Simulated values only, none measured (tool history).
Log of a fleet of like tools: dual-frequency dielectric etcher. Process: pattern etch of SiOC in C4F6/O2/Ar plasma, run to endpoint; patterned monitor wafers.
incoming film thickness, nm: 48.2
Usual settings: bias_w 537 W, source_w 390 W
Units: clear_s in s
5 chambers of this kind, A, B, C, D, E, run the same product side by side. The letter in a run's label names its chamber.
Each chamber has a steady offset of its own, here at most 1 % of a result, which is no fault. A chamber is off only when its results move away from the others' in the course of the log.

run,hour,bias_w,source_w,clear_s
1C,6.7,537,390,15.851
2D,14.9,537,390,15.902
3E,21.5,537,390,16.074
4A,33.7,537,390,16.210
5B,39.8,537,390,16.200
6B,46.7,537,390,16.202
7E,52.1,537,390,15.994
8A,60.6,537,390,16.140
9C,67.8,537,390,15.891
10D,75.4,537,390,15.931
11D,86.4,537,290,17.586
12B,92.8,537,290,17.923
13C,100.1,537,290,17.663
14E,110.9,537,290,17.921
15A,118.6,537,290,17.869
# hour 122.4: chamber C: bias power generator calibrated
16D,126.5,537,390,15.786
17A,135.4,537,390,16.013
# hour 139.1: chamber A: wet clean of the chamber
18E,141.1,537,390,16.111
19C,152.7,537,390,15.735
20B,164.6,537,390,16.101
21D,172.4,537,390,15.943
22B,183.5,537,390,15.841
23E,193.9,537,390,16.066
24A,205.6,537,390,16.737
25C,213.8,537,390,15.963
26E,224.2,537,390,15.949
27B,234.1,537,390,16.034
28C,243.0,613,460,14.237
# hour 246.8: chamber D: wet clean of the chamber
29D,249.9,613,460,14.253
30A,262.2,613,460,15.113
31E,271.1,613,460,14.380
32B,277.5,613,460,14.377

Next, every chamber runs the same settings. What will each give?
33A,286.4,629,390,?
33B,286.4,629,390,?
33C,286.4,629,390,?
33D,286.4,629,390,?
33E,286.4,629,390,?

run,clear_s
33A,15.748
33B,15.117
33C,15.106
33D,15.091
33E,14.915

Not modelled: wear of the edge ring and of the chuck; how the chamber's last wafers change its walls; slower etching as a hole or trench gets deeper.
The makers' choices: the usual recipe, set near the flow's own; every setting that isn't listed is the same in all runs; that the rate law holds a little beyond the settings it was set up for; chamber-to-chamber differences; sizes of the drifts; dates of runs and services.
